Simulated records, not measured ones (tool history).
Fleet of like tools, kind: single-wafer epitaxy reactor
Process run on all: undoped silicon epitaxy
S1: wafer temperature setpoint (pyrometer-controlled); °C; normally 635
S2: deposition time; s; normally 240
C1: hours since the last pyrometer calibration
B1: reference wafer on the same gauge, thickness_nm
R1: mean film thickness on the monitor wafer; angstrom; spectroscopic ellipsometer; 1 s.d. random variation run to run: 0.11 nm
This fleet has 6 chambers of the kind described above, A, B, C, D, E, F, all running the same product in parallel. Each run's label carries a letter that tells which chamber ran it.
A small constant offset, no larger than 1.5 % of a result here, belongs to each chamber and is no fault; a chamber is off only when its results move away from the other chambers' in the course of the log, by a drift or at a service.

Run 1B, hour 8.6: usual settings; C1 966.7; B1 27.775. Result: R1 289.73 angstrom.
Run 2A, hour 16.5: usual settings; C1 1874.7; B1 27.793. Result: R1 289.19 angstrom.
Run 3F, hour 28.4: usual settings; C1 869.7; B1 27.813. Result: R1 285.75 angstrom.
Run 4D, hour 34.1: usual settings; C1 1419.1; B1 27.818. Result: R1 288.95 angstrom.
Run 5C, hour 44.1: usual settings; C1 101.3; B1 27.795. Result: R1 291.77 angstrom.
Run 6E, hour 52.9: usual settings; C1 797.7; B1 27.788. Result: R1 290.47 angstrom.
Run 7E, hour 64.3: usual settings; C1 809.1; B1 27.793. Result: R1 291.43 angstrom.
Run 8B, hour 74.2: usual settings; C1 1032.3; B1 27.801. Result: R1 290.47 angstrom.
Run 9A, hour 85.8: usual settings but S1 625 °C; C1 1944; B1 27.81. Result: R1 227.7 angstrom.
Run 10D, hour 97.8: usual settings but S1 625 °C; C1 1482.8; B1 27.785. Result: R1 230.37 angstrom.
Run 11C, hour 104.4: usual settings but S1 625 °C; C1 161.6; B1 27.775. Result: R1 232.84 angstrom.
Run 12F, hour 116.2: usual settings but S1 625 °C; C1 957.5; B1 27.805. Result: R1 230.97 angstrom.
Run 13F, hour 127.6: usual settings but S1 625 °C; C1 968.9; B1 27.815. Result: R1 229.46 angstrom.
Run 14B, hour 138.5: usual settings but S1 625 °C; C1 1096.6; B1 27.823. Result: R1 230.38 angstrom.
Run 15E, hour 149.2: usual settings; C1 894; B1 27.822. Result: R1 290.77 angstrom.
Run 16A, hour 157.6: usual settings; C1 2015.8; B1 27.811. Result: R1 288.45 angstrom.
Run 17C, hour 163.9: usual settings; C1 221.1; B1 27.8. Result: R1 293.65 angstrom.
Run 18D, hour 171.2: usual settings; C1 1556.2; B1 27.796. Result: R1 290.59 angstrom.
Run 19D, hour 178.2: usual settings; C1 1563.2; B1 27.811. Result: R1 289.54 angstrom.
Run 20A, hour 189.3: usual settings; C1 2047.5; B1 27.807. Result: R1 289.3 angstrom.
Run 21C, hour 195.5: usual settings; C1 252.7; B1 27.804. Result: R1 291.78 angstrom.
Run 22E, hour 204: usual settings; C1 948.8; B1 27.806. Result: R1 287.91 angstrom.
Run 23F, hour 210.5: usual settings; C1 1051.8; B1 27.801. Result: R1 288.97 angstrom.
Run 24B, hour 221.5: usual settings; C1 1179.6; B1 27.799. Result: R1 289.49 angstrom.
At hour 225.2: chamber A: pyrometer calibrated.
Run 25C, hour 229.1: usual settings but S1 648 °C; C1 286.3; B1 27.777. Result: R1 387.76 angstrom.
Run 26B, hour 240.7: usual settings but S1 648 °C; C1 1198.8; B1 27.807. Result: R1 388.55 angstrom.
Run 27F, hour 251.3: usual settings but S1 648 °C; C1 1092.6; B1 27.821. Result: R1 383.19 angstrom.
Run 28A, hour 260.5: usual settings but S1 648 °C; C1 35.3; B1 27.81. Result: R1 401.51 angstrom.
Run 29E, hour 269.7: usual settings but S1 648 °C; C1 1014.5; B1 27.786. Result: R1 389.08 angstrom.
Run 30D, hour 281.3: usual settings but S1 648 °C; C1 1666.3; B1 27.797. Result: R1 384.92 angstrom.
Run 31C, hour 293.6: usual settings; C1 350.8; B1 27.801. Result: R1 292.35 angstrom.
Run 32A, hour 302: usual settings but S2 280 s; C1 76.8; B1 27.814. Result: R1 350.57 angstrom.
Run 33B, hour 311.1: usual settings but S2 280 s; C1 1269.2; B1 27.791. Result: R1 339.06 angstrom.
Run 34D, hour 319.5: usual settings but S2 280 s; C1 1704.5; B1 27.82. Result: R1 335.56 angstrom.
Run 35F, hour 328.8: usual settings but S2 280 s; C1 1170.1; B1 27.785. Result: R1 336.42 angstrom.
Run 36E, hour 335.8: usual settings but S2 280 s; C1 1080.6; B1 27.807. Result: R1 339.3 angstrom.
Run 37F, hour 347.9: usual settings but S2 280 s; C1 1189.2; B1 27.802. Result: R1 337.52 angstrom.
Run 38C, hour 358.8: usual settings; C1 416; B1 27.808. Result: R1 292.09 angstrom.
Run 39B, hour 369.5: usual settings; C1 1327.6; B1 27.793. Result: R1 287.53 angstrom.
Run 40A, hour 377.7: usual settings; C1 152.5; B1 27.797. Result: R1 301.38 angstrom.

Is one chamber off against the others, does the gauge drift, or is nothing wrong? If a chamber is off, say which, and what the likeliest cause is.

Chamber A came out of a service off from its peers and stayed that way.
Likeliest cause: wafer temperature above the value expected at the setpoint (K) = 1.83.

Which of the 4 candidates below, each the usual settings with something changed and its results left as question marks, puts chamber A back in line with what the other chambers give on the usual settings?
In line means no further than this from the other chambers' mean on the usual settings: R1 3.8 angstrom
Run 41A-1, hour 386.5: usual settings but S1 634 °C, S2 238 s. Result: R1 ?.
Run 41A-2, hour 386.5: usual settings but S2 258 s. Result: R1 ?.
Run 41A-3, hour 386.5: usual settings but S2 249 s. Result: R1 ?.
Run 41A-4, hour 386.5: usual settings but S2 222 s. Result: R1 ?.

The other chambers' mean on the usual settings: R1 289.94 angstrom
  run      R1
41A-1  290.64
41A-2  322.32
41A-3  311.08
41A-4  277.35
The answer is 41A-1, which returns the chamber to within the allowed miss of the others.
